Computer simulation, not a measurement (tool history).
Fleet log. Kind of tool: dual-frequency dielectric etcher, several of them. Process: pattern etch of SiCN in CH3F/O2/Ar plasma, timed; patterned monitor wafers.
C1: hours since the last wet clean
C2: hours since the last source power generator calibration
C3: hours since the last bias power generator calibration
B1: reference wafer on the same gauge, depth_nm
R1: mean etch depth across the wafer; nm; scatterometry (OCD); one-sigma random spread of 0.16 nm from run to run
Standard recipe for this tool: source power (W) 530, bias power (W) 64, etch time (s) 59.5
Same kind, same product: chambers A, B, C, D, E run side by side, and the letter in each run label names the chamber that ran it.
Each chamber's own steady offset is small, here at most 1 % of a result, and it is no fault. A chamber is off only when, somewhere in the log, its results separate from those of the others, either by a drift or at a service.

{"day": 0.204, "done": "chamber B: wet clean of the chamber"}
{"run": "1A", "day": 0.204, "source power (W)": 530, "bias power (W)": 64, "etch time (s)": 59.5, "C1": 47.6, "C2": 1264.6, "C3": 1526.4, "B1": 22.266, "R1": 23.849}
{"run": "2B", "day": 0.367, "source power (W)": 530, "bias power (W)": 64, "etch time (s)": 59.5, "C1": 4.0, "C2": 3095.4, "C3": 2120.6, "B1": 22.323, "R1": 24.275}
{"run": "3D", "day": 0.546, "source power (W)": 530, "bias power (W)": 64, "etch time (s)": 59.5, "C1": 269.9, "C2": 3591.5, "C3": 447.4, "B1": 22.308, "R1": 23.798}
{"run": "4E", "day": 0.642, "source power (W)": 530, "bias power (W)": 64, "etch time (s)": 59.5, "C1": 340.4, "C2": 2583.8, "C3": 296.3, "B1": 22.282, "R1": 23.91}
{"run": "5C", "day": 0.833, "source power (W)": 530, "bias power (W)": 64, "etch time (s)": 59.5, "C1": 493.8, "C2": 2258.1, "C3": 664.9, "B1": 22.321, "R1": 23.871}
{"run": "6B", "day": 0.975, "source power (W)": 530, "bias power (W)": 64, "etch time (s)": 59.5, "C1": 18.6, "C2": 3110.0, "C3": 2135.2, "B1": 22.303, "R1": 23.853}
{"run": "7A", "day": 1.138, "source power (W)": 530, "bias power (W)": 64, "etch time (s)": 59.5, "C1": 70.0, "C2": 1287.0, "C3": 1548.8, "B1": 22.308, "R1": 23.51}
{"run": "8D", "day": 1.279, "source power (W)": 530, "bias power (W)": 64, "etch time (s)": 59.5, "C1": 287.5, "C2": 3609.1, "C3": 465.0, "B1": 22.237, "R1": 24.122}
{"run": "9C", "day": 1.483, "source power (W)": 530, "bias power (W)": 64, "etch time (s)": 59.5, "C1": 509.4, "C2": 2273.7, "C3": 680.5, "B1": 22.281, "R1": 23.458}
{"run": "10E", "day": 1.579, "source power (W)": 530, "bias power (W)": 64, "etch time (s)": 59.5, "C1": 362.9, "C2": 2606.3, "C3": 318.8, "B1": 22.306, "R1": 23.882}
{"run": "11C", "day": 1.738, "source power (W)": 600, "bias power (W)": 64, "etch time (s)": 59.5, "C1": 515.5, "C2": 2279.8, "C3": 686.6, "B1": 22.336, "R1": 24.943}
{"run": "12E", "day": 1.921, "source power (W)": 600, "bias power (W)": 64, "etch time (s)": 59.5, "C1": 371.1, "C2": 2614.5, "C3": 327.0, "B1": 22.301, "R1": 25.188}
{"day": 2.012, "done": "chamber C: wet clean of the chamber"}
{"run": "13B", "day": 2.096, "source power (W)": 600, "bias power (W)": 64, "etch time (s)": 59.5, "C1": 45.5, "C2": 3136.9, "C3": 2162.1, "B1": 22.334, "R1": 25.09}
{"run": "14D", "day": 2.267, "source power (W)": 600, "bias power (W)": 64, "etch time (s)": 59.5, "C1": 311.2, "C2": 3632.8, "C3": 488.7, "B1": 22.293, "R1": 24.916}
{"run": "15A", "day": 2.417, "source power (W)": 600, "bias power (W)": 64, "etch time (s)": 59.5, "C1": 100.7, "C2": 1317.7, "C3": 1579.5, "B1": 22.33, "R1": 24.647}
{"run": "16D", "day": 2.608, "source power (W)": 530, "bias power (W)": 64, "etch time (s)": 59.5, "C1": 319.4, "C2": 3641.0, "C3": 496.9, "B1": 22.297, "R1": 23.903}
{"run": "17C", "day": 2.746, "source power (W)": 530, "bias power (W)": 72, "etch time (s)": 59.5, "C1": 17.7, "C2": 2304.0, "C3": 710.8, "B1": 22.281, "R1": 25.404}
{"run": "18E", "day": 2.85, "source power (W)": 530, "bias power (W)": 72, "etch time (s)": 59.5, "C1": 393.4, "C2": 2636.8, "C3": 349.3, "B1": 22.293, "R1": 25.157}
{"run": "19B", "day": 3.004, "source power (W)": 530, "bias power (W)": 72, "etch time (s)": 59.5, "C1": 67.3, "C2": 3158.7, "C3": 2183.9, "B1": 22.277, "R1": 25.091}
{"run": "20A", "day": 3.183, "source power (W)": 530, "bias power (W)": 72, "etch time (s)": 59.5, "C1": 119.1, "C2": 1336.1, "C3": 1597.9, "B1": 22.295, "R1": 24.751}
{"run": "21E", "day": 3.346, "source power (W)": 530, "bias power (W)": 72, "etch time (s)": 59.5, "C1": 405.3, "C2": 2648.7, "C3": 361.2, "B1": 22.313, "R1": 24.798}
{"run": "22B", "day": 3.479, "source power (W)": 530, "bias power (W)": 64, "etch time (s)": 59.5, "C1": 78.7, "C2": 3170.1, "C3": 2195.3, "B1": 22.315, "R1": 24.384}
{"run": "23D", "day": 3.654, "source power (W)": 530, "bias power (W)": 64, "etch time (s)": 59.5, "C1": 344.5, "C2": 3666.1, "C3": 522.0, "B1": 22.29, "R1": 24.061}
{"run": "24C", "day": 3.85, "source power (W)": 530, "bias power (W)": 64, "etch time (s)": 59.5, "C1": 44.2, "C2": 2330.5, "C3": 737.3, "B1": 22.285, "R1": 24.735}
{"run": "25A", "day": 4.0, "source power (W)": 530, "bias power (W)": 64, "etch time (s)": 59.5, "C1": 138.7, "C2": 1355.7, "C3": 1617.5, "B1": 22.275, "R1": 23.595}
{"day": 4.021, "done": "chamber B: bias power generator calibrated"}
{"run": "26D", "day": 4.112, "source power (W)": 530, "bias power (W)": 64, "etch time (s)": 59.5, "C1": 355.5, "C2": 3677.1, "C3": 533.0, "B1": 22.308, "R1": 23.712}
{"run": "27B", "day": 4.262, "source power (W)": 530, "bias power (W)": 64, "etch time (s)": 59.5, "C1": 97.5, "C2": 3188.9, "C3": 5.8, "B1": 22.27, "R1": 24.16}
{"run": "28C", "day": 4.408, "source power (W)": 530, "bias power (W)": 64, "etch time (s)": 59.5, "C1": 57.6, "C2": 2343.9, "C3": 750.7, "B1": 22.284, "R1": 24.836}
{"run": "29A", "day": 4.521, "source power (W)": 590, "bias power (W)": 64, "etch time (s)": 59.5, "C1": 151.2, "C2": 1368.2, "C3": 1630.0, "B1": 22.322, "R1": 24.711}
{"run": "30E", "day": 4.633, "source power (W)": 590, "bias power (W)": 64, "etch time (s)": 59.5, "C1": 436.2, "C2": 2679.6, "C3": 392.1, "B1": 22.295, "R1": 25.304}
{"run": "31B", "day": 4.725, "source power (W)": 590, "bias power (W)": 64, "etch time (s)": 59.5, "C1": 108.6, "C2": 3200.0, "C3": 16.9, "B1": 22.303, "R1": 25.142}
{"run": "32D", "day": 4.846, "source power (W)": 590, "bias power (W)": 64, "etch time (s)": 59.5, "C1": 373.1, "C2": 3694.7, "C3": 550.6, "B1": 22.303, "R1": 24.834}
{"run": "33A", "day": 4.983, "source power (W)": 590, "bias power (W)": 64, "etch time (s)": 59.5, "C1": 162.3, "C2": 1379.3, "C3": 1641.1, "B1": 22.301, "R1": 24.647}
{"run": "34C", "day": 5.129, "source power (W)": 530, "bias power (W)": 54, "etch time (s)": 47.0, "C1": 74.9, "C2": 2361.2, "C3": 768.0, "B1": 22.299, "R1": 18.585}
{"run": "35E", "day": 5.271, "source power (W)": 530, "bias power (W)": 54, "etch time (s)": 47.0, "C1": 451.5, "C2": 2694.9, "C3": 407.4, "B1": 22.313, "R1": 17.917}
{"run": "36E", "day": 5.367, "source power (W)": 530, "bias power (W)": 54, "etch time (s)": 47.0, "C1": 453.8, "C2": 2697.2, "C3": 409.7, "B1": 22.34, "R1": 17.649}
{"day": 5.517, "done": "chamber B: source power generator calibrated"}
{"run": "37B", "day": 5.529, "source power (W)": 530, "bias power (W)": 54, "etch time (s)": 47.0, "C1": 127.9, "C2": 0.4, "C3": 36.2, "B1": 22.3, "R1": 18.099}

All chambers now run identical settings, listed one chamber a line with results as question marks. What results will each chamber show?
{"run": "38A", "day": 5.679, "source power (W)": 530, "bias power (W)": 64, "etch time (s)": 47.5, "R1": "?"}
{"run": "38B", "day": 5.679, "source power (W)": 530, "bias power (W)": 64, "etch time (s)": 47.5, "R1": "?"}
{"run": "38C", "day": 5.679, "source power (W)": 530, "bias power (W)": 64, "etch time (s)": 47.5, "R1": "?"}
{"run": "38D", "day": 5.679, "source power (W)": 530, "bias power (W)": 64, "etch time (s)": 47.5, "R1": "?"}
{"run": "38E", "day": 5.679, "source power (W)": 530, "bias power (W)": 64, "etch time (s)": 47.5, "R1": "?"}

run=38A R1=18.741
run=38B R1=19.250
run=38C R1=19.884
run=38D R1=19.103
run=38E R1=19.062
